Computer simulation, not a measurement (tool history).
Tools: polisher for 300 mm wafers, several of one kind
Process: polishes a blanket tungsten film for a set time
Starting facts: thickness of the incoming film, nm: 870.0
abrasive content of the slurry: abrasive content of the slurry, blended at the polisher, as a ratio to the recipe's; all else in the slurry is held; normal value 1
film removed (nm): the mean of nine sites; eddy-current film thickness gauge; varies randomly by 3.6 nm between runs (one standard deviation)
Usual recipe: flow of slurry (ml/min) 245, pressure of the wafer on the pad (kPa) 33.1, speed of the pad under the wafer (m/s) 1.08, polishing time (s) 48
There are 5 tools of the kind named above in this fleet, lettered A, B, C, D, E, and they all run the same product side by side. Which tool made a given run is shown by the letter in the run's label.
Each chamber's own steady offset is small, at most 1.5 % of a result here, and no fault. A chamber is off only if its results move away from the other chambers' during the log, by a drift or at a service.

run   hour  flow of slurry (ml/min)  pressure of the wafer on the pad (kPa)  speed of the pad under the wafer (m/s)  abrasive content of the slurry  polishing time (s)  wafers polished on this pad  hours since the slurry nozzle was cleaned  hours since the head pressure was calibrated  hours since the slurry blender was calibrated  hours since the slurry got fresh peroxide  film removed (nm)
 1C    6.7                      245                                    33.1                                    1.08                               1                  48                          486                                      241.3                                        1036.8                                             84                                       70.8             299.02
      11.9  -- chamber A: slurry tank refilled with fresh slurry and peroxide
 2E   14.6                      245                                    33.1                                    1.08                               1                  48                          350                                        380                                         195.5                                          128.7                                       15.3             300.48
        16  -- chamber A: worn pad replaced by a new one
 3B   19.4                      245                                    33.1                                    1.08                               1                  48                          541                                       46.2                                         291.2                                          396.2                                       41.8             290.56
        23  -- chamber D: slurry nozzle cleaned
 4A   27.1                      245                                    33.1                                    1.08                               1                  48                           67                                      594.1                                           416                                          331.8                                       15.2             295.58
      31.1  -- chamber D: worn pad replaced by a new one
 5D   33.5                      245                                    33.1                                    1.08                               1                  48                           15                                       10.6                                            79                                          293.6                                       51.2             293.82
 6A   41.1                      245                                    33.1                                    1.08                               1                  48                          152                                      608.1                                           430                                          345.8                                       29.2             293.76
      41.4  -- chamber E: slurry blender recalibrated
      44.9  -- chamber B: slurry blender recalibrated
      46.5  -- chamber A: slurry nozzle cleaned
 7E     48                      245                                    33.1                                    1.08                               1                  48                          554                                      413.4                                         228.9                                            6.7                                       48.7             293.88
        56  -- chamber E: slurry tank refilled with fresh slurry and peroxide
 8D   56.9                      245                                    23.4                                    1.08                               1                  62                          157                                         34                                         102.4                                            317                                       74.6             267.22
        58  -- chamber E: worn pad replaced by a new one
      61.1  -- chamber C: worn pad replaced by a new one
 9C   65.1                      245                                    23.4                                    1.08                               1                  62                           24                                      299.7                                        1095.2                                          142.4                                      129.2             279.16
      68.2  -- chamber D: slurry blender recalibrated
10B   73.5                      245                                    23.4                                    1.08                               1                  62                          870                                      100.3                                         345.3                                           28.6                                       95.9             277.94
11A   83.5                      245                                    23.4                                    1.08                               1                  62                          410                                       37.1                                         472.4                                          388.2                                       71.6             270.58
12E   91.3                      245                                    23.4                                    1.08                               1                  62                          202                                      456.7                                         272.2                                             50                                       35.4             269.08
      92.2  -- chamber B: slurry tank refilled with fresh slurry and peroxide
      93.1  -- chamber A: slurry blender recalibrated
13D   98.2                      245                                    33.1                                    1.08                               1                  48                          408                                       75.3                                         143.7                                             30                                      115.9             291.33
14C  104.1                      245                                    33.1                                    1.08                               1                  48                          261                                      338.7                                        1134.2                                          181.4                                      168.2             296.98
     110.7  -- chamber B: worn pad replaced by a new one
15B    112                      245                                    33.1                                    1.08                               1                  48                            8                                      138.8                                         383.8                                           67.1                                       19.9             293.72
     118.3  -- chamber E: slurry tank refilled with fresh slurry and peroxide
16A  120.5                      245                                    33.1                                    1.08                               1                  48                          635                                       74.1                                         509.4                                           27.5                                      108.6             297.86
     121.9  -- chamber C: slurry tank refilled with fresh slurry and peroxide
17D  130.5                      245                                    33.1                                    1.08                               1                  48                          605                                      107.6                                           176                                           62.3                                      148.2             279.88
18B  138.6                      245                                    33.1                                    1.08                               1                  48                          169                                      165.4                                         410.4                                           93.7                                       46.5             295.72
     139.7  -- chamber A: head pressure recalibrated
     145.9  -- chamber B: head pressure recalibrated
19C  146.4                      245                                    33.1                                    1.08                               1                  48                          518                                        381                                        1176.5                                          223.7                                       24.6              298.4
20E  153.4                      245                                    33.1                                    0.82                               1                  48                          580                                      518.8                                         334.3                                          112.1                                       35.2             224.54
21E  160.7                      245                                    33.1                                    0.82                               1                  48                          624                                      526.1                                         341.6                                          119.4                                       42.5             218.15
     163.2  -- chamber E: worn pad replaced by a new one
22D  167.8                      245                                    33.1                                    0.82                               1                  48                          831                                      144.9                                         213.3                                           99.6                                      185.5             205.86
     175.4  -- chamber A: slurry tank refilled with fresh slurry and peroxide
23C  175.6                      245                                    33.1                                    0.82                               1                  48                          696                                      410.2                                        1205.7                                          252.9                                       53.8             220.46
       176  -- chamber E: slurry tank refilled with fresh slurry and peroxide
24B    185                      245                                    33.1                                    0.82                               1                  48                          452                                      211.8                                          39.1                                          140.1                                       92.9             225.21
25A  192.2                      245                                    33.1                                    1.08                               1                  48                         1071                                      145.8                                          52.5                                           99.2                                       16.8             295.63
     193.8  -- chamber E: slurry blender recalibrated
     194.2  -- chamber B: slurry tank refilled with fresh slurry and peroxide
26E  199.6                      245                                    33.1                                    1.08                               1                  48                          221                                        565                                         380.5                                            5.8                                       23.6             295.24
27C  209.2                      245                                    33.1                                    1.08                               1                  48                          900                                      443.8                                        1239.3                                          286.5                                       87.4             288.56
     210.5  -- chamber C: worn pad replaced by a new one
28B  217.9                      245                                    33.1                                    1.08                               1                  48                          652                                      244.7                                            72                                            173                                       23.8             295.24
     218.7  -- chamber A: worn pad replaced by a new one
     226.7  -- chamber C: slurry nozzle cleaned
29D    228                      245                                    33.1                                    1.08                               1                  48                         1197                                      205.1                                         273.5                                          159.8                                      245.7             266.86
30A  235.6                      245                                    33.1                                    1.08                               1                  48                          102                                      189.2                                          95.9                                          142.6                                       60.2             295.67
     235.7  -- chamber E: slurry tank refilled with fresh slurry and peroxide
31D    242                      245                                    33.1                                    1.08                               1                  48                         1283                                      219.1                                         287.5                                          173.8                                      259.7              266.2
32C  246.8                      245                                    33.1                                    1.08                               1                  48                          221                                       20.1                                        1276.9                                          324.1                                        125              295.2
33B  256.1                      245                                    33.1                                    1.08                               1                  48                          884                                      282.9                                         110.2                                          211.2                                         62             292.24
     262.4  -- chamber E: head pressure recalibrated
34A  264.7                      245                                    33.1                                    1.08                               1                  48                          279                                      218.3                                           125                                          171.7                                       89.3             302.66
35E  275.1                      245                                    33.1                                    1.38                               1                  56                          680                                      640.5                                          12.8                                           81.3                                       39.4             438.84

Is one chamber off against the others, does the gauge drift, or is nothing wrong? If a chamber is off, say which, and what the likeliest cause is.

Chamber D drifts away from the others.
Cause: peroxide lost from the slurry, % = 31.3.
It could be hard to tell apart here from: head's pressure below its setpoint, %.

Below are 4 candidate recipes for chamber D's next run, each the usual settings with a change, their results shown as question marks. Which of them brings D's results back in line with what the other chambers give on the usual settings?
Counts as in line when no further than this from what the other chambers average on the usual settings: film removed (nm) 13
36D-1  282.4                      245                                    34.5                                    1.14                               1                  50                                                                                                                                                                                                                                  ?
36D-2  282.4                      245                                      31                                    1.08                               1                  45                                                                                                                                                                                                                                  ?
36D-3  282.4                      250                                    33.1                                    1.24                               1                  55                                                                                                                                                                                                                                  ?
36D-4  282.4                      245                                    30.3                                    0.98                               1                  44                                                                                                                                                                                                                                  ?

Mean of the other chambers on the usual settings: film removed (nm) 295.29
  run  film removed (nm)
36D-1             293.97
36D-2             225.23
36D-3             338.56
36D-4             195.13
The answer is 36D-1, which returns the chamber to within the allowed miss of the others.
